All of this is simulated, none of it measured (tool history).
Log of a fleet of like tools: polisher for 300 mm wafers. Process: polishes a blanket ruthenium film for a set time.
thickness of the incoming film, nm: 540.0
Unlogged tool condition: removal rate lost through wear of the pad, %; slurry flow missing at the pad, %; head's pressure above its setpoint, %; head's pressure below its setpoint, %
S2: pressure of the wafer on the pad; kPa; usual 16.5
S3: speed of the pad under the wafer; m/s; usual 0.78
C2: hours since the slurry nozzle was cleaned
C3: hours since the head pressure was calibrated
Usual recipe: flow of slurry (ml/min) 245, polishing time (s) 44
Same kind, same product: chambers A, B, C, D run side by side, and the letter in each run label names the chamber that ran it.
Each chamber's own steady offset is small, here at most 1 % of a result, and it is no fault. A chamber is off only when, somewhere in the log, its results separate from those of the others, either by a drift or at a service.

run 1B hour=15 | flow_of_slurry_(ml/min)=245 S2=16.5 S3=0.78 polishing_time_(s)=44 | wafers_polished_on_this_pad=775 C2=133.6 C3=97.7 | film_removed_(Å)=485.63
run 2D hour=29.8 | flow_of_slurry_(ml/min)=245 S2=16.5 S3=0.78 polishing_time_(s)=44 | wafers_polished_on_this_pad=685 C2=429 C3=525.6 | film_removed_(Å)=479.01
-- hour=31.7 chamber B: worn pad replaced by a new one
-- hour=39 chamber C: worn pad replaced by a new one
run 3A hour=45 | flow_of_slurry_(ml/min)=245 S2=16.5 S3=0.78 polishing_time_(s)=44 | wafers_polished_on_this_pad=1063 C2=199.1 C3=472.6 | film_removed_(Å)=484.8
-- hour=47.1 chamber D: worn pad replaced by a new one
run 4C hour=52.4 | flow_of_slurry_(ml/min)=245 S2=16.5 S3=0.78 polishing_time_(s)=44 | wafers_polished_on_this_pad=139 C2=343.8 C3=388.9 | film_removed_(Å)=482.55
run 5C hour=59.5 | flow_of_slurry_(ml/min)=245 S2=16.5 S3=0.78 polishing_time_(s)=44 | wafers_polished_on_this_pad=213 C2=350.9 C3=396 | film_removed_(Å)=482.89
run 6A hour=70 | flow_of_slurry_(ml/min)=245 S2=16.5 S3=0.78 polishing_time_(s)=44 | wafers_polished_on_this_pad=1324 C2=224.1 C3=497.6 | film_removed_(Å)=482.79
run 7B hour=82.4 | flow_of_slurry_(ml/min)=245 S2=16.5 S3=0.78 polishing_time_(s)=44 | wafers_polished_on_this_pad=528 C2=201 C3=165.1 | film_removed_(Å)=493.27
-- hour=90.2 chamber A: worn pad replaced by a new one
run 8D hour=96 | flow_of_slurry_(ml/min)=245 S2=16.5 S3=0.78 polishing_time_(s)=44 | wafers_polished_on_this_pad=510 C2=495.2 C3=591.8 | film_removed_(Å)=483.97
run 9D hour=110.5 | flow_of_slurry_(ml/min)=245 S2=16.5 S3=0.78 polishing_time_(s)=44 | wafers_polished_on_this_pad=661 C2=509.7 C3=606.3 | film_removed_(Å)=483.72
run 10C hour=123.9 | flow_of_slurry_(ml/min)=245 S2=16.5 S3=0.78 polishing_time_(s)=44 | wafers_polished_on_this_pad=885 C2=415.3 C3=460.4 | film_removed_(Å)=486.68
-- hour=125.7 chamber C: worn pad replaced by a new one
-- hour=126 chamber D: worn pad replaced by a new one
run 11B hour=134.5 | flow_of_slurry_(ml/min)=245 S2=16.5 S3=0.78 polishing_time_(s)=44 | wafers_polished_on_this_pad=1072 C2=253.1 C3=217.2 | film_removed_(Å)=485.36
run 12A hour=146.6 | flow_of_slurry_(ml/min)=245 S2=16.5 S3=0.78 polishing_time_(s)=44 | wafers_polished_on_this_pad=588 C2=300.7 C3=574.2 | film_removed_(Å)=484.42
-- hour=148.3 chamber B: worn pad replaced by a new one
run 13B hour=160.9 | flow_of_slurry_(ml/min)=245 S2=16.5 S3=0.78 polishing_time_(s)=44 | wafers_polished_on_this_pad=131 C2=279.5 C3=243.6 | film_removed_(Å)=479.58
run 14A hour=170.6 | flow_of_slurry_(ml/min)=245 S2=16.5 S3=0.78 polishing_time_(s)=44 | wafers_polished_on_this_pad=839 C2=324.7 C3=598.2 | film_removed_(Å)=495.73
run 15D hour=177.3 | flow_of_slurry_(ml/min)=245 S2=16.5 S3=0.78 polishing_time_(s)=44 | wafers_polished_on_this_pad=535 C2=576.5 C3=673.1 | film_removed_(Å)=490.67
run 16C hour=192.3 | flow_of_slurry_(ml/min)=185 S2=16.5 S3=1.02 polishing_time_(s)=44 | wafers_polished_on_this_pad=695 C2=483.7 C3=528.8 | film_removed_(Å)=621.23
-- hour=194 chamber D: worn pad replaced by a new one
-- hour=198.7 chamber C: worn pad replaced by a new one
run 17A hour=200.8 | flow_of_slurry_(ml/min)=185 S2=16.5 S3=1.02 polishing_time_(s)=44 | wafers_polished_on_this_pad=1154 C2=354.9 C3=628.4 | film_removed_(Å)=610.51
-- hour=203.7 chamber A: slurry nozzle cleaned
-- hour=204.4 chamber D: slurry nozzle cleaned
run 18C hour=216 | flow_of_slurry_(ml/min)=185 S2=16.5 S3=1.02 polishing_time_(s)=44 | wafers_polished_on_this_pad=181 C2=507.4 C3=552.5 | film_removed_(Å)=610.89
-- hour=218.8 chamber A: worn pad replaced by a new one
run 19D hour=230.7 | flow_of_slurry_(ml/min)=185 S2=16.5 S3=1.02 polishing_time_(s)=44 | wafers_polished_on_this_pad=383 C2=26.3 C3=726.5 | film_removed_(Å)=624.18
run 20B hour=239.2 | flow_of_slurry_(ml/min)=245 S2=16.5 S3=0.78 polishing_time_(s)=44 | wafers_polished_on_this_pad=948 C2=357.8 C3=321.9 | film_removed_(Å)=486.83
-- hour=239.5 chamber D: head pressure recalibrated
-- hour=246.9 chamber B: worn pad replaced by a new one
run 21A hour=250.6 | flow_of_slurry_(ml/min)=245 S2=16.5 S3=0.78 polishing_time_(s)=44 | wafers_polished_on_this_pad=331 C2=47 C3=678.2 | film_removed_(Å)=491.77
run 22D hour=262.4 | flow_of_slurry_(ml/min)=245 S2=16.5 S3=0.78 polishing_time_(s)=44 | wafers_polished_on_this_pad=713 C2=58 C3=23 | film_removed_(Å)=435.59
run 23C hour=275.1 | flow_of_slurry_(ml/min)=245 S2=16.5 S3=0.78 polishing_time_(s)=44 | wafers_polished_on_this_pad=797 C2=566.5 C3=611.6 | film_removed_(Å)=480.68
-- hour=281.2 chamber D: worn pad replaced by a new one
-- hour=282.1 chamber C: slurry nozzle cleaned
-- hour=288.2 chamber C: worn pad replaced by a new one
run 24B hour=288.4 | flow_of_slurry_(ml/min)=245 S2=16.5 S3=0.78 polishing_time_(s)=44 | wafers_polished_on_this_pad=433 C2=407 C3=371.1 | film_removed_(Å)=489.25
run 25D hour=299.6 | flow_of_slurry_(ml/min)=245 S2=16.5 S3=0.78 polishing_time_(s)=44 | wafers_polished_on_this_pad=192 C2=95.2 C3=60.2 | film_removed_(Å)=443.48
run 26B hour=314.5 | flow_of_slurry_(ml/min)=245 S2=16.5 S3=0.78 polishing_time_(s)=44 | wafers_polished_on_this_pad=705 C2=433.1 C3=397.2 | film_removed_(Å)=480.84
run 27C hour=323.9 | flow_of_slurry_(ml/min)=245 S2=16.5 S3=0.78 polishing_time_(s)=44 | wafers_polished_on_this_pad=373 C2=41.9 C3=660.4 | film_removed_(Å)=478.25
-- hour=326.4 chamber C: head pressure recalibrated
run 28A hour=330.9 | flow_of_slurry_(ml/min)=245 S2=16.5 S3=0.78 polishing_time_(s)=44 | wafers_polished_on_this_pad=1169 C2=127.3 C3=758.5 | film_removed_(Å)=490.69
run 29B hour=341.2 | flow_of_slurry_(ml/min)=245 S2=16.5 S3=0.78 polishing_time_(s)=44 | wafers_polished_on_this_pad=984 C2=459.8 C3=423.9 | film_removed_(Å)=484.3
-- hour=351.8 chamber A: worn pad replaced by a new one
run 30D hour=356.3 | flow_of_slurry_(ml/min)=245 S2=16.5 S3=0.78 polishing_time_(s)=44 | wafers_polished_on_this_pad=784 C2=151.9 C3=116.9 | film_removed_(Å)=436.77
run 31C hour=362.9 | flow_of_slurry_(ml/min)=245 S2=16.5 S3=0.78 polishing_time_(s)=44 | wafers_polished_on_this_pad=780 C2=80.9 C3=36.6 | film_removed_(Å)=481.56
-- hour=363.3 chamber D: worn pad replaced by a new one
run 32A hour=376.4 | flow_of_slurry_(ml/min)=245 S2=16.5 S3=0.78 polishing_time_(s)=44 | wafers_polished_on_this_pad=257 C2=172.8 C3=804 | film_removed_(Å)=484.59
run 33D hour=391.5 | flow_of_slurry_(ml/min)=245 S2=16.5 S3=0.78 polishing_time_(s)=44 | wafers_polished_on_this_pad=294 C2=187.1 C3=152.1 | film_removed_(Å)=442.71

Is one chamber out of step, is the gauge drifting, or do the chambers differ by no more than their own small offsets? For an off chamber, give its letter and the likeliest cause.

Chamber D has stood off from the others ever since a service on it.
Cause: head's pressure below its setpoint, % = 9.09.

Which of the 4 candidates below, each the usual settings with something changed and its results left as question marks, puts chamber D back in line with what the other chambers give on the usual settings?
To be in line, a result may differ from the other chambers' mean on the usual settings by at most: film removed (Å) 18
run 34D-1 hour=402.5 | flow_of_slurry_(ml/min)=245 S2=16.5 S3=0.8 polishing_time_(s)=44 | film_removed_(Å)=?
run 34D-2 hour=402.5 | flow_of_slurry_(ml/min)=245 S2=16.5 S3=0.76 polishing_time_(s)=44 | film_removed_(Å)=?
run 34D-3 hour=402.5 | flow_of_slurry_(ml/min)=250 S2=16.5 S3=0.78 polishing_time_(s)=48 | film_removed_(Å)=?
run 34D-4 hour=402.5 | flow_of_slurry_(ml/min)=245 S2=15.9 S3=0.76 polishing_time_(s)=43 | film_removed_(Å)=?

What the other chambers average on the usual settings: film removed (Å) 484.17
run=34D-1 film_removed_(Å)=448.93
run=34D-2 film_removed_(Å)=426.5
run=34D-3 film_removed_(Å)=478.54
run=34D-4 film_removed_(Å)=399.7
34D-3 puts the chamber back in line with the other chambers.
